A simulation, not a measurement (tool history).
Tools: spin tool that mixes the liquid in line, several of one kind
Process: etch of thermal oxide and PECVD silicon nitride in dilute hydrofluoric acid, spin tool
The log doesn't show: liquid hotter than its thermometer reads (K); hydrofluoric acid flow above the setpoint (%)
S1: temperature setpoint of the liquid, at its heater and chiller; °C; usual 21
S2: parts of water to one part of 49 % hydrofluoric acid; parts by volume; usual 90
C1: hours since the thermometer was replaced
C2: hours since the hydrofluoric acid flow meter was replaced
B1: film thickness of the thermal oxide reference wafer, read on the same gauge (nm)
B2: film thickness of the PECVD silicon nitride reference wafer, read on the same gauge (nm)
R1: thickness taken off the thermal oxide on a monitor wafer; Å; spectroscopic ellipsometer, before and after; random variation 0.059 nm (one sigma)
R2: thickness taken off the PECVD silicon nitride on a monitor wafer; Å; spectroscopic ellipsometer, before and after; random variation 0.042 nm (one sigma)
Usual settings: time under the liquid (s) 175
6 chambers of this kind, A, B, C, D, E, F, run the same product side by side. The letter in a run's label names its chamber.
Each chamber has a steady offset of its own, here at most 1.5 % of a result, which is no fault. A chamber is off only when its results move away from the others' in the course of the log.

{"run": "1A", "day": 0.525, "S1": 21, "S2": 90, "time under the liquid (s)": 175, "C1": 953.3, "C2": 1741.8, "B1": 89.998, "B2": 59.99, "R1": 87.111, "R2": 79.666}
{"run": "2B", "day": 1.062, "S1": 21, "S2": 90, "time under the liquid (s)": 175, "C1": 1904.5, "C2": 1524.5, "B1": 89.997, "B2": 60.036, "R1": 85.572, "R2": 79.941}
{"run": "3F", "day": 1.496, "S1": 21, "S2": 90, "time under the liquid (s)": 175, "C1": 219.2, "C2": 552.4, "B1": 90.019, "B2": 59.995, "R1": 86.865, "R2": 78.727}
{"run": "4D", "day": 1.892, "S1": 21, "S2": 90, "time under the liquid (s)": 175, "C1": 358.6, "C2": 1270.6, "B1": 90.019, "B2": 59.99, "R1": 86.75, "R2": 78.777}
{"run": "5E", "day": 2.333, "S1": 21, "S2": 90, "time under the liquid (s)": 175, "C1": 440.2, "C2": 604.2, "B1": 90.018, "B2": 59.972, "R1": 87.718, "R2": 79.476}
{"run": "6C", "day": 2.875, "S1": 21, "S2": 90, "time under the liquid (s)": 175, "C1": 497.8, "C2": 785.2, "B1": 90, "B2": 60.007, "R1": 87.382, "R2": 79.03}
{"run": "7B", "day": 3.325, "S1": 25.5, "S2": 90, "time under the liquid (s)": 175, "C1": 1958.8, "C2": 1578.8, "B1": 89.988, "B2": 59.996, "R1": 103.98, "R2": 107.87}
{"run": "8F", "day": 3.712, "S1": 25.5, "S2": 90, "time under the liquid (s)": 175, "C1": 272.4, "C2": 605.6, "B1": 90.005, "B2": 59.984, "R1": 104.14, "R2": 107.78}
{"run": "9A", "day": 4.25, "S1": 25.5, "S2": 90, "time under the liquid (s)": 175, "C1": 1042.7, "C2": 1831.2, "B1": 89.993, "B2": 59.991, "R1": 105.04, "R2": 109.15}
{"run": "10D", "day": 4.762, "S1": 25.5, "S2": 90, "time under the liquid (s)": 175, "C1": 427.5, "C2": 1339.5, "B1": 90.007, "B2": 60.02, "R1": 103.09, "R2": 105.81}
{"run": "11C", "day": 5.162, "S1": 25.5, "S2": 90, "time under the liquid (s)": 175, "C1": 552.7, "C2": 840.1, "B1": 90.006, "B2": 59.931, "R1": 105.41, "R2": 106.53}
{"day": 5.438, "done": "chamber B: hydrofluoric acid flow meter replaced"}
{"run": "12E", "day": 5.733, "S1": 25.5, "S2": 90, "time under the liquid (s)": 175, "C1": 521.8, "C2": 685.8, "B1": 89.984, "B2": 60.009, "R1": 106.17, "R2": 108.02}
{"run": "13F", "day": 6.021, "S1": 21, "S2": 90, "time under the liquid (s)": 175, "C1": 327.8, "C2": 661, "B1": 90.015, "B2": 60, "R1": 86.055, "R2": 79.643}
{"run": "14B", "day": 6.329, "S1": 23.5, "S2": 45, "time under the liquid (s)": 175, "C1": 2030.9, "C2": 21.4, "B1": 89.981, "B2": 60.009, "R1": 197.21, "R2": 181.42}
{"day": 6.746, "done": "chamber B: thermometer replaced"}
{"run": "15D", "day": 6.817, "S1": 23.5, "S2": 45, "time under the liquid (s)": 175, "C1": 476.8, "C2": 1388.8, "B1": 90.019, "B2": 59.991, "R1": 204.49, "R2": 183.13}
{"run": "16A", "day": 7.258, "S1": 23.5, "S2": 45, "time under the liquid (s)": 175, "C1": 1114.9, "C2": 1903.4, "B1": 90, "B2": 59.988, "R1": 207.39, "R2": 193.36}
{"run": "17E", "day": 7.55, "S1": 23.5, "S2": 45, "time under the liquid (s)": 175, "C1": 565.4, "C2": 729.4, "B1": 89.982, "B2": 60.046, "R1": 204.86, "R2": 187.36}
{"run": "18C", "day": 7.896, "S1": 23.5, "S2": 45, "time under the liquid (s)": 175, "C1": 618.3, "C2": 905.7, "B1": 89.981, "B2": 59.985, "R1": 200.28, "R2": 181.69}
{"run": "19D", "day": 8.204, "S1": 23.5, "S2": 45, "time under the liquid (s)": 175, "C1": 510.1, "C2": 1422.1, "B1": 89.98, "B2": 59.991, "R1": 203.71, "R2": 184.85}
{"run": "20B", "day": 8.629, "S1": 21, "S2": 90, "time under the liquid (s)": 175, "C1": 45.2, "C2": 76.6, "B1": 90.004, "B2": 59.982, "R1": 85.303, "R2": 79.054}
{"run": "21C", "day": 8.942, "S1": 21, "S2": 90, "time under the liquid (s)": 175, "C1": 643.4, "C2": 930.8, "B1": 89.975, "B2": 59.985, "R1": 87.439, "R2": 78.95}
{"run": "22E", "day": 9.267, "S1": 21, "S2": 90, "time under the liquid (s)": 175, "C1": 606.6, "C2": 770.6, "B1": 90.006, "B2": 59.993, "R1": 87.051, "R2": 79.434}
{"day": 9.283, "done": "chamber A: hydrofluoric acid flow meter replaced"}
{"run": "23A", "day": 9.667, "S1": 21, "S2": 90, "time under the liquid (s)": 175, "C1": 1172.7, "C2": 9.3, "B1": 89.996, "B2": 59.987, "R1": 89.252, "R2": 83.155}
{"run": "24F", "day": 10.208, "S1": 21, "S2": 90, "time under the liquid (s)": 175, "C1": 428.3, "C2": 761.5, "B1": 90.008, "B2": 59.976, "R1": 87.325, "R2": 79.914}
{"run": "25A", "day": 10.512, "S1": 21, "S2": 90, "time under the liquid (s)": 175, "C1": 1193, "C2": 29.6, "B1": 89.997, "B2": 59.987, "R1": 89.874, "R2": 84.162}
{"run": "26C", "day": 11.021, "S1": 21, "S2": 90, "time under the liquid (s)": 175, "C1": 693.3, "C2": 980.7, "B1": 90.013, "B2": 60.047, "R1": 87.37, "R2": 79.566}
{"run": "27F", "day": 11.383, "S1": 21, "S2": 90, "time under the liquid (s)": 175, "C1": 456.5, "C2": 789.7, "B1": 90.002, "B2": 59.946, "R1": 86.688, "R2": 80.192}
{"run": "28E", "day": 11.958, "S1": 21, "S2": 90, "time under the liquid (s)": 175, "C1": 671.2, "C2": 835.2, "B1": 89.983, "B2": 59.993, "R1": 86.884, "R2": 79.12}
{"run": "29D", "day": 12.233, "S1": 26, "S2": 120, "time under the liquid (s)": 175, "C1": 606.8, "C2": 1518.8, "B1": 89.986, "B2": 60.02, "R1": 76.351, "R2": 81.845}
{"run": "30B", "day": 12.696, "S1": 26, "S2": 120, "time under the liquid (s)": 175, "C1": 142.8, "C2": 174.2, "B1": 89.999, "B2": 60.03, "R1": 75.835, "R2": 82.958}
{"run": "31E", "day": 13.233, "S1": 26, "S2": 120, "time under the liquid (s)": 175, "C1": 701.8, "C2": 865.8, "B1": 90.012, "B2": 60.015, "R1": 77.989, "R2": 83.3}
{"day": 13.238, "done": "chamber C: hydrofluoric acid flow meter replaced"}
{"run": "32B", "day": 13.725, "S1": 26, "S2": 120, "time under the liquid (s)": 175, "C1": 167.5, "C2": 198.9, "B1": 90.017, "B2": 60.043, "R1": 76.399, "R2": 84.411}
{"run": "33F", "day": 14.288, "S1": 26, "S2": 120, "time under the liquid (s)": 175, "C1": 526.2, "C2": 859.4, "B1": 89.999, "B2": 59.964, "R1": 75.933, "R2": 82.427}
{"run": "34D", "day": 14.688, "S1": 26, "S2": 120, "time under the liquid (s)": 175, "C1": 665.7, "C2": 1577.7, "B1": 89.994, "B2": 60.007, "R1": 75.962, "R2": 82.216}
{"run": "35A", "day": 15.092, "S1": 21, "S2": 90, "time under the liquid (s)": 175, "C1": 1302.9, "C2": 139.5, "B1": 89.999, "B2": 60.006, "R1": 90.882, "R2": 86.91}
{"run": "36C", "day": 15.567, "S1": 21, "S2": 90, "time under the liquid (s)": 175, "C1": 802.4, "C2": 56, "B1": 90.017, "B2": 60.034, "R1": 85.903, "R2": 78.53}

Next, every chamber runs the same settings. What will each give?
{"run": "37A", "day": 16.012, "S1": 21, "S2": 60, "time under the liquid (s)": 175, "R1": "?", "R2": "?"}
{"run": "37B", "day": 16.012, "S1": 21, "S2": 60, "time under the liquid (s)": 175, "R1": "?", "R2": "?"}
{"run": "37C", "day": 16.012, "S1": 21, "S2": 60, "time under the liquid (s)": 175, "R1": "?", "R2": "?"}
{"run": "37D", "day": 16.012, "S1": 21, "S2": 60, "time under the liquid (s)": 175, "R1": "?", "R2": "?"}
{"run": "37E", "day": 16.012, "S1": 21, "S2": 60, "time under the liquid (s)": 175, "R1": "?", "R2": "?"}
{"run": "37F", "day": 16.012, "S1": 21, "S2": 60, "time under the liquid (s)": 175, "R1": "?", "R2": "?"}

run=37A R1=142.57 R2=129.85
run=37B R1=132.51 R2=117.58
run=37C R1=135.11 R2=116.4
run=37D R1=134.34 R2=117.55
run=37E R1=135.65 R2=118.28
run=37F R1=135.04 R2=120.07
